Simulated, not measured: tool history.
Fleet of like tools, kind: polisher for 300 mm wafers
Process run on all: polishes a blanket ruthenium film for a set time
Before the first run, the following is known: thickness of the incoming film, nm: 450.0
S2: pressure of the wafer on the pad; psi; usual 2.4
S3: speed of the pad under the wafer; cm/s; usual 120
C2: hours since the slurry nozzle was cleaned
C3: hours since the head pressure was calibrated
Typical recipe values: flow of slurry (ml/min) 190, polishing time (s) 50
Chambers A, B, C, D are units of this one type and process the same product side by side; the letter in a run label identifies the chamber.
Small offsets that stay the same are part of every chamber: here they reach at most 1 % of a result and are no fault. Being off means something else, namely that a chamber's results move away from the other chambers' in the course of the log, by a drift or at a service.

-- hour=2.4 chamber B: head pressure recalibrated
run 1A hour=5.8 | flow_of_slurry_(ml/min)=190 S2=2.4 S3=120 polishing_time_(s)=50 | wafers_polished_on_this_pad=554 C2=379.3 C3=6.5 | film_removed_(nm)=66.821
run 2D hour=9.3 | flow_of_slurry_(ml/min)=190 S2=2.4 S3=120 polishing_time_(s)=50 | wafers_polished_on_this_pad=179 C2=589.8 C3=934.4 | film_removed_(nm)=64.967
-- hour=15.1 chamber B: worn pad replaced by a new one
run 3B hour=15.1 | flow_of_slurry_(ml/min)=190 S2=2.4 S3=120 polishing_time_(s)=50 | wafers_polished_on_this_pad=0 C2=180.5 C3=12.7 | film_removed_(nm)=64.904
run 4C hour=20.8 | flow_of_slurry_(ml/min)=190 S2=2.4 S3=120 polishing_time_(s)=50 | wafers_polished_on_this_pad=361 C2=515.5 C3=720.8 | film_removed_(nm)=65.647
run 5D hour=23.5 | flow_of_slurry_(ml/min)=190 S2=2.0 S3=142 polishing_time_(s)=50 | wafers_polished_on_this_pad=261 C2=604.0 C3=948.6 | film_removed_(nm)=66.277
run 6A hour=27.1 | flow_of_slurry_(ml/min)=190 S2=2.0 S3=142 polishing_time_(s)=50 | wafers_polished_on_this_pad=678 C2=400.6 C3=27.8 | film_removed_(nm)=65.242
run 7B hour=31.2 | flow_of_slurry_(ml/min)=190 S2=2.0 S3=142 polishing_time_(s)=50 | wafers_polished_on_this_pad=93 C2=196.6 C3=28.8 | film_removed_(nm)=63.866
run 8C hour=36.3 | flow_of_slurry_(ml/min)=190 S2=2.0 S3=142 polishing_time_(s)=50 | wafers_polished_on_this_pad=451 C2=531.0 C3=736.3 | film_removed_(nm)=64.685
run 9C hour=41.3 | flow_of_slurry_(ml/min)=190 S2=2.4 S3=120 polishing_time_(s)=50 | wafers_polished_on_this_pad=480 C2=536.0 C3=741.3 | film_removed_(nm)=64.903
run 10B hour=44.7 | flow_of_slurry_(ml/min)=190 S2=2.4 S3=120 polishing_time_(s)=50 | wafers_polished_on_this_pad=171 C2=210.1 C3=42.3 | film_removed_(nm)=67.193
run 11A hour=48.3 | flow_of_slurry_(ml/min)=190 S2=2.4 S3=120 polishing_time_(s)=50 | wafers_polished_on_this_pad=801 C2=421.8 C3=49.0 | film_removed_(nm)=64.305
run 12D hour=51.6 | flow_of_slurry_(ml/min)=190 S2=2.4 S3=120 polishing_time_(s)=50 | wafers_polished_on_this_pad=424 C2=632.1 C3=976.7 | film_removed_(nm)=65.815
run 13C hour=55.3 | flow_of_slurry_(ml/min)=160 S2=2.4 S3=82 polishing_time_(s)=50 | wafers_polished_on_this_pad=561 C2=550.0 C3=755.3 | film_removed_(nm)=45.151
run 14D hour=60.2 | flow_of_slurry_(ml/min)=160 S2=2.4 S3=82 polishing_time_(s)=50 | wafers_polished_on_this_pad=474 C2=640.7 C3=985.3 | film_removed_(nm)=45.017
run 15B hour=65.5 | flow_of_slurry_(ml/min)=160 S2=2.4 S3=82 polishing_time_(s)=50 | wafers_polished_on_this_pad=292 C2=230.9 C3=63.1 | film_removed_(nm)=43.858
run 16A hour=70.6 | flow_of_slurry_(ml/min)=160 S2=2.4 S3=82 polishing_time_(s)=50 | wafers_polished_on_this_pad=930 C2=444.1 C3=71.3 | film_removed_(nm)=44.722
run 17D hour=73.8 | flow_of_slurry_(ml/min)=190 S2=2.4 S3=120 polishing_time_(s)=50 | wafers_polished_on_this_pad=553 C2=654.3 C3=998.9 | film_removed_(nm)=66.638
-- hour=77.8 chamber D: slurry nozzle cleaned
run 18B hour=78.5 | flow_of_slurry_(ml/min)=190 S2=2.4 S3=120 polishing_time_(s)=50 | wafers_polished_on_this_pad=368 C2=243.9 C3=76.1 | film_removed_(nm)=65.588
run 19C hour=81.7 | flow_of_slurry_(ml/min)=190 S2=2.4 S3=120 polishing_time_(s)=50 | wafers_polished_on_this_pad=715 C2=576.4 C3=781.7 | film_removed_(nm)=65.967
run 20A hour=85.8 | flow_of_slurry_(ml/min)=190 S2=2.4 S3=120 polishing_time_(s)=50 | wafers_polished_on_this_pad=1019 C2=459.3 C3=86.5 | film_removed_(nm)=67.314
run 21A hour=89.8 | flow_of_slurry_(ml/min)=190 S2=2.4 S3=120 polishing_time_(s)=50 | wafers_polished_on_this_pad=1042 C2=463.3 C3=90.5 | film_removed_(nm)=65.261
run 22B hour=93.9 | flow_of_slurry_(ml/min)=190 S2=2.4 S3=120 polishing_time_(s)=50 | wafers_polished_on_this_pad=457 C2=259.3 C3=91.5 | film_removed_(nm)=64.801
-- hour=98.8 chamber D: head pressure recalibrated
run 23D hour=99.2 | flow_of_slurry_(ml/min)=190 S2=2.4 S3=120 polishing_time_(s)=50 | wafers_polished_on_this_pad=701 C2=21.5 C3=0.5 | film_removed_(nm)=66.622
run 24C hour=102.4 | flow_of_slurry_(ml/min)=190 S2=2.4 S3=120 polishing_time_(s)=50 | wafers_polished_on_this_pad=835 C2=597.1 C3=802.4 | film_removed_(nm)=66.846
run 25D hour=105.9 | flow_of_slurry_(ml/min)=190 S2=2.4 S3=120 polishing_time_(s)=50 | wafers_polished_on_this_pad=739 C2=28.2 C3=7.2 | film_removed_(nm)=65.883
run 26C hour=111.1 | flow_of_slurry_(ml/min)=190 S2=2.4 S3=120 polishing_time_(s)=50 | wafers_polished_on_this_pad=885 C2=605.8 C3=811.1 | film_removed_(nm)=65.499
-- hour=111.6 chamber C: worn pad replaced by a new one
run 27A hour=116.1 | flow_of_slurry_(ml/min)=190 S2=2.4 S3=120 polishing_time_(s)=50 | wafers_polished_on_this_pad=1195 C2=489.6 C3=116.8 | film_removed_(nm)=64.734
-- hour=118.5 chamber A: worn pad replaced by a new one
run 28B hour=118.7 | flow_of_slurry_(ml/min)=190 S2=2.4 S3=120 polishing_time_(s)=50 | wafers_polished_on_this_pad=601 C2=284.1 C3=116.3 | film_removed_(nm)=62.285
run 29A hour=121.6 | flow_of_slurry_(ml/min)=190 S2=2.4 S3=120 polishing_time_(s)=50 | wafers_polished_on_this_pad=18 C2=495.1 C3=122.3 | film_removed_(nm)=66.952
run 30C hour=124.6 | flow_of_slurry_(ml/min)=190 S2=2.4 S3=120 polishing_time_(s)=50 | wafers_polished_on_this_pad=75 C2=619.3 C3=824.6 | film_removed_(nm)=64.893
run 31B hour=128.9 | flow_of_slurry_(ml/min)=190 S2=2.4 S3=120 polishing_time_(s)=50 | wafers_polished_on_this_pad=660 C2=294.3 C3=126.5 | film_removed_(nm)=62.504

Is one chamber off against the others, does the gauge drift, or is nothing wrong? If a chamber is off, say which, and what the likeliest cause is.

One chamber, B, drifts off from the rest bit by bit.
Likeliest cause: slurry flow missing at the pad, % = 38.5.
Not necessarily distinguishable in this log from: removal rate lost through wear of the pad, %; head's pressure below its setpoint, %.

Chamber B could run next with any of the 4 candidate recipes listed below; each alters the usual settings, and their results appear as question marks. Which one brings its results back in line with what the other chambers deliver on the usual settings?
Maximum distance from the other chambers' mean on the usual settings for a result to count as in line: film removed (nm) 3.100
run 32B-1 hour=133.3 | flow_of_slurry_(ml/min)=190 S2=2.3 S3=120 polishing_time_(s)=47 | film_removed_(nm)=?
run 32B-2 hour=133.3 | flow_of_slurry_(ml/min)=190 S2=2.3 S3=112 polishing_time_(s)=47 | film_removed_(nm)=?
run 32B-3 hour=133.3 | flow_of_slurry_(ml/min)=190 S2=2.4 S3=120 polishing_time_(s)=55 | film_removed_(nm)=?
run 32B-4 hour=133.3 | flow_of_slurry_(ml/min)=190 S2=2.5 S3=128 polishing_time_(s)=53 | film_removed_(nm)=?

Average result of the remaining chambers running the usual settings: film removed (nm) 66.274
run=32B-1 film_removed_(nm)=53.840
run=32B-2 film_removed_(nm)=50.305
run=32B-3 film_removed_(nm)=65.787
run=32B-4 film_removed_(nm)=70.414
The right change is 32B-3: it brings the chamber back within the allowed miss of the others.
